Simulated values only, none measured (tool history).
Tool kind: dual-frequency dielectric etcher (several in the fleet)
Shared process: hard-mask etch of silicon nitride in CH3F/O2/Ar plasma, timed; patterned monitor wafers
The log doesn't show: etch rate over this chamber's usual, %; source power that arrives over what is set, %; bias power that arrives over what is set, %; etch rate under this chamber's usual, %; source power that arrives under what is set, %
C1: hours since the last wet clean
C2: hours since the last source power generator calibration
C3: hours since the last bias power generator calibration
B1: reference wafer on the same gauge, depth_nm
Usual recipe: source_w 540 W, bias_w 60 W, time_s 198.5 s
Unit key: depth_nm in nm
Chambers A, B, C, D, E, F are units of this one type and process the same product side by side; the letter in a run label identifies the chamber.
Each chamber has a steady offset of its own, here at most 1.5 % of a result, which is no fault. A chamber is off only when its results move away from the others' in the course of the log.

Run 1F, day 0.375: usual settings; C1 252.3; C2 566.3; C3 1203.6; B1 129.03. Result: depth_nm 145.88 nm.
At day 0.65: chamber E: wet clean of the chamber.
Run 2A, day 0.867: usual settings; C1 333.2; C2 173.7; C3 1853.5; B1 128.9. Result: depth_nm 149.09 nm.
Run 3E, day 1.312: usual settings; C1 15.9; C2 1359.7; C3 3947.3; B1 128.94. Result: depth_nm 146.72 nm.
Run 4B, day 1.621: usual settings; C1 131.6; C2 280.9; C3 1400.1; B1 129.03. Result: depth_nm 146.54 nm.
Run 5D, day 2.054: usual settings; C1 225.6; C2 1383.7; C3 1846.5; B1 129.01. Result: depth_nm 145.91 nm.
Run 6C, day 2.446: usual settings; C1 294; C2 2568.4; C3 1251.3; B1 128.97. Result: depth_nm 146.95 nm.
Run 7C, day 2.838: usual settings; C1 303.4; C2 2577.8; C3 1260.7; B1 128.88. Result: depth_nm 147.23 nm.
Run 8A, day 3.329: usual settings; C1 392.3; C2 232.8; C3 1912.6; B1 128.91. Result: depth_nm 146.96 nm.
At day 3.567: chamber A: wet clean of the chamber.
Run 9D, day 3.742: usual settings; C1 266.1; C2 1424.2; C3 1887; B1 129.04. Result: depth_nm 146.74 nm.
Run 10E, day 3.979: usual settings; C1 79.9; C2 1423.7; C3 4011.3; B1 128.9. Result: depth_nm 147 nm.
At day 4.108: chamber E: bias power generator calibrated.
Run 11B, day 4.238: usual settings but source_w 460 W, time_s 148 s; C1 194.4; C2 343.7; C3 1462.9; B1 129.06. Result: depth_nm 101.53 nm.
Run 12F, day 4.633: usual settings but source_w 460 W, time_s 148 s; C1 354.5; C2 668.5; C3 1305.8; B1 128.97. Result: depth_nm 103.76 nm.
Run 13C, day 5.05: usual settings but source_w 460 W, time_s 148 s; C1 356.5; C2 2630.9; C3 1313.8; B1 129.13. Result: depth_nm 101.68 nm.
Run 14D, day 5.333: usual settings but source_w 460 W, time_s 148 s; C1 304.3; C2 1462.4; C3 1925.2; B1 129. Result: depth_nm 102.41 nm.
Run 15A, day 5.804: usual settings but source_w 460 W, time_s 148 s; C1 53.7; C2 292.2; C3 1972; B1 128.91. Result: depth_nm 103.7 nm.
Run 16F, day 6.212: usual settings but source_w 460 W, time_s 148 s; C1 392.4; C2 706.4; C3 1343.7; B1 129.02. Result: depth_nm 102.3 nm.
Run 17B, day 6.542: usual settings; C1 249.7; C2 399; C3 1518.2; B1 128.95. Result: depth_nm 145.07 nm.
Run 18E, day 6.812: usual settings; C1 147.9; C2 1491.7; C3 65; B1 129.05. Result: depth_nm 145.97 nm.
Run 19F, day 7.033: usual settings; C1 412.1; C2 726.1; C3 1363.4; B1 128.83. Result: depth_nm 145.27 nm.
Run 20A, day 7.35: usual settings; C1 90.8; C2 329.3; C3 2009.1; B1 128.86. Result: depth_nm 148.49 nm.
Run 21B, day 7.792: usual settings; C1 279.7; C2 429; C3 1548.2; B1 129.04. Result: depth_nm 143.92 nm.
Run 22C, day 8.183: usual settings; C1 431.7; C2 2706.1; C3 1389; B1 128.92. Result: depth_nm 146.92 nm.
Run 23D, day 8.617: usual settings; C1 383.1; C2 1541.2; C3 2004; B1 129.11. Result: depth_nm 146.03 nm.
Run 24E, day 8.858: usual settings; C1 197; C2 1540.8; C3 114.1; B1 129.14. Result: depth_nm 145.33 nm.
Run 25C, day 9.096: usual settings; C1 453.6; C2 2728; C3 1410.9; B1 128.89. Result: depth_nm 146.64 nm.
At day 9.171: chamber C: wet clean of the chamber.
Run 26F, day 9.417: usual settings; C1 469.3; C2 783.3; C3 1420.6; B1 129.04. Result: depth_nm 147.57 nm.
Run 27B, day 9.904: usual settings; C1 330.4; C2 479.7; C3 1598.9; B1 128.96. Result: depth_nm 143.86 nm.
Run 28D, day 10.129: usual settings; C1 419.4; C2 1577.5; C3 2040.3; B1 129.09. Result: depth_nm 146.37 nm.
Run 29E, day 10.392: usual settings; C1 233.8; C2 1577.6; C3 150.9; B1 128.98. Result: depth_nm 146.21 nm.
Run 30A, day 10.829: usual settings; C1 174.3; C2 412.8; C3 2092.6; B1 129.14. Result: depth_nm 148.71 nm.
At day 11.046: chamber D: wet clean of the chamber.
Run 31C, day 11.167: usual settings; C1 48; C2 2777.7; C3 1460.6; B1 129.01. Result: depth_nm 146.59 nm.
At day 11.262: chamber B: bias power generator calibrated.
Run 32B, day 11.438: usual settings; C1 367.2; C2 516.5; C3 4.3; B1 128.91. Result: depth_nm 143.35 nm.
Run 33E, day 11.742: usual settings; C1 266.2; C2 1610; C3 183.3; B1 129. Result: depth_nm 145.22 nm.
Run 34A, day 12.229: usual settings; C1 207.9; C2 446.4; C3 2126.2; B1 128.79. Result: depth_nm 149.58 nm.
Run 35D, day 12.612: usual settings; C1 37.7; C2 1637.1; C3 2099.9; B1 129.02. Result: depth_nm 145.15 nm.
Run 36F, day 12.862: usual settings; C1 552; C2 866; C3 1503.3; B1 129.06. Result: depth_nm 145.58 nm.
Run 37A, day 13.342: usual settings but source_w 620 W; C1 234.6; C2 473.1; C3 2152.9; B1 128.87. Result: depth_nm 157.15 nm.
Run 38D, day 13.721: usual settings but source_w 620 W; C1 64.3; C2 1663.7; C3 2126.5; B1 128.96. Result: depth_nm 153.79 nm.
Run 39F, day 14.096: usual settings but source_w 620 W; C1 581.6; C2 895.6; C3 1532.9; B1 129.13. Result: depth_nm 156.12 nm.
Run 40E, day 14.5: usual settings but source_w 620 W; C1 332.4; C2 1676.2; C3 249.5; B1 128.97. Result: depth_nm 153.85 nm.
Run 41C, day 14.846: usual settings but source_w 620 W; C1 136.3; C2 2866; C3 1548.9; B1 129.21. Result: depth_nm 155.8 nm.
Run 42B, day 15.121: usual settings but source_w 620 W; C1 455.6; C2 604.9; C3 92.7; B1 128.97. Result: depth_nm 149.55 nm.
Run 43C, day 15.458: usual settings; C1 151; C2 2880.7; C3 1563.6; B1 128.93. Result: depth_nm 146.36 nm.

For the next run the whole fleet of 6 chambers uses the same settings. Give each chamber's results:
Run 44A, day 15.821: usual settings. Result: depth_nm ?.
Run 44B, day 15.821: usual settings. Result: depth_nm ?.
Run 44C, day 15.821: usual settings. Result: depth_nm ?.
Run 44D, day 15.821: usual settings. Result: depth_nm ?.
Run 44E, day 15.821: usual settings. Result: depth_nm ?.
Run 44F, day 15.821: usual settings. Result: depth_nm ?.

run  depth_nm
44A    148.61
44B    141.95
44C    147.82
44D     144.7
44E    145.78
44F    147.58
